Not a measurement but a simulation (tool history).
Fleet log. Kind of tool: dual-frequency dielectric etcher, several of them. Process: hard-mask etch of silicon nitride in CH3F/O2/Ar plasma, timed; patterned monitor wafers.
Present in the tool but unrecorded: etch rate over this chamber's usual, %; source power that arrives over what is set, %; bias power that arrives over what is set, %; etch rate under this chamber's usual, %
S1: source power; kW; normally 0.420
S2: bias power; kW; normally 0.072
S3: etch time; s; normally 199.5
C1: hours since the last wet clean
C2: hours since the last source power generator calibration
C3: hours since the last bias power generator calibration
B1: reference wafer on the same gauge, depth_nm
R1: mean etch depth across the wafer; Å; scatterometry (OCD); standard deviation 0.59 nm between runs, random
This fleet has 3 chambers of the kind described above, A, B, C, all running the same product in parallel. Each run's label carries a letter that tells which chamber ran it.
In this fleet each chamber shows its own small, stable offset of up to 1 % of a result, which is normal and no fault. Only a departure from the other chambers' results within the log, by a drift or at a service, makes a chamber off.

run 1A hour=15.2 | S1=0.420 S2=0.072 S3=199.5 | C1=497.9 C2=796.4 C3=1435.4 | B1=116.12 | R1=1420.9
run 2B hour=28.5 | S1=0.420 S2=0.072 S3=199.5 | C1=149.7 C2=2729.4 C3=1747.7 | B1=116.03 | R1=1416.7
run 3C hour=43.3 | S1=0.420 S2=0.072 S3=199.5 | C1=322.5 C2=3768.1 C3=2326.0 | B1=115.97 | R1=1426.4
run 4A hour=56.6 | S1=0.420 S2=0.072 S3=199.5 | C1=539.3 C2=837.8 C3=1476.8 | B1=115.95 | R1=1427.7
-- hour=57.9 chamber C: wet clean of the chamber
run 5C hour=69.8 | S1=0.420 S2=0.072 S3=199.5 | C1=12.0 C2=3794.6 C3=2352.5 | B1=116.16 | R1=1402.8
-- hour=76.4 chamber A: wet clean of the chamber
run 6B hour=79.7 | S1=0.360 S2=0.072 S3=222.0 | C1=200.9 C2=2780.6 C3=1798.9 | B1=115.98 | R1=1476.1
-- hour=82.5 chamber C: bias power generator calibrated
run 7B hour=88.7 | S1=0.360 S2=0.072 S3=222.0 | C1=209.9 C2=2789.6 C3=1807.9 | B1=115.97 | R1=1486.0
run 8A hour=96.7 | S1=0.360 S2=0.072 S3=222.0 | C1=20.4 C2=877.9 C3=1516.9 | B1=116.03 | R1=1499.9
-- hour=108.9 chamber C: source power generator calibrated
run 9C hour=111.7 | S1=0.420 S2=0.072 S3=199.5 | C1=53.9 C2=2.9 C3=29.2 | B1=116.11 | R1=1418.8
run 10B hour=125.4 | S1=0.420 S2=0.072 S3=199.5 | C1=246.6 C2=2826.3 C3=1844.6 | B1=115.98 | R1=1421.4
run 11C hour=134.3 | S1=0.420 S2=0.072 S3=199.5 | C1=76.5 C2=25.5 C3=51.8 | B1=115.96 | R1=1425.0
run 12A hour=144.3 | S1=0.420 S2=0.072 S3=199.5 | C1=68.0 C2=925.5 C3=1564.5 | B1=116.05 | R1=1421.7
run 13A hour=157.1 | S1=0.420 S2=0.072 S3=199.5 | C1=80.8 C2=938.3 C3=1577.3 | B1=115.97 | R1=1432.6
run 14C hour=164.6 | S1=0.420 S2=0.072 S3=199.5 | C1=106.8 C2=55.8 C3=82.1 | B1=115.94 | R1=1399.5
run 15B hour=173.3 | S1=0.420 S2=0.072 S3=199.5 | C1=294.5 C2=2874.2 C3=1892.5 | B1=115.96 | R1=1400.8
run 16C hour=187.1 | S1=0.420 S2=0.072 S3=199.5 | C1=129.3 C2=78.3 C3=104.6 | B1=115.94 | R1=1412.0
run 17B hour=200.4 | S1=0.420 S2=0.072 S3=199.5 | C1=321.6 C2=2901.3 C3=1919.6 | B1=115.95 | R1=1408.4
run 18A hour=213.3 | S1=0.420 S2=0.072 S3=199.5 | C1=137.0 C2=994.5 C3=1633.5 | B1=116.00 | R1=1436.5
run 19A hour=222.5 | S1=0.420 S2=0.072 S3=199.5 | C1=146.2 C2=1003.7 C3=1642.7 | B1=115.98 | R1=1426.2
run 20C hour=237.8 | S1=0.420 S2=0.072 S3=199.5 | C1=180.0 C2=129.0 C3=155.3 | B1=115.96 | R1=1413.1
run 21B hour=251.0 | S1=0.420 S2=0.072 S3=199.5 | C1=372.2 C2=2951.9 C3=1970.2 | B1=116.08 | R1=1400.5
run 22B hour=260.3 | S1=0.420 S2=0.062 S3=199.5 | C1=381.5 C2=2961.2 C3=1979.5 | B1=116.02 | R1=1334.0
run 23C hour=272.4 | S1=0.420 S2=0.062 S3=199.5 | C1=214.6 C2=163.6 C3=189.9 | B1=115.96 | R1=1349.5
run 24A hour=284.3 | S1=0.420 S2=0.062 S3=199.5 | C1=208.0 C2=1065.5 C3=1704.5 | B1=116.00 | R1=1364.7
run 25A hour=298.2 | S1=0.420 S2=0.072 S3=199.5 | C1=221.9 C2=1079.4 C3=1718.4 | B1=115.90 | R1=1425.0

All chambers now run identical settings, listed one chamber a line with results as question marks. What results will each chamber show?
run 26A hour=309.2 | S1=0.420 S2=0.072 S3=199.5 | R1=?
run 26B hour=309.2 | S1=0.420 S2=0.072 S3=199.5 | R1=?
run 26C hour=309.2 | S1=0.420 S2=0.072 S3=199.5 | R1=?

run=26A R1=1428.5
run=26B R1=1416.1
run=26C R1=1410.7
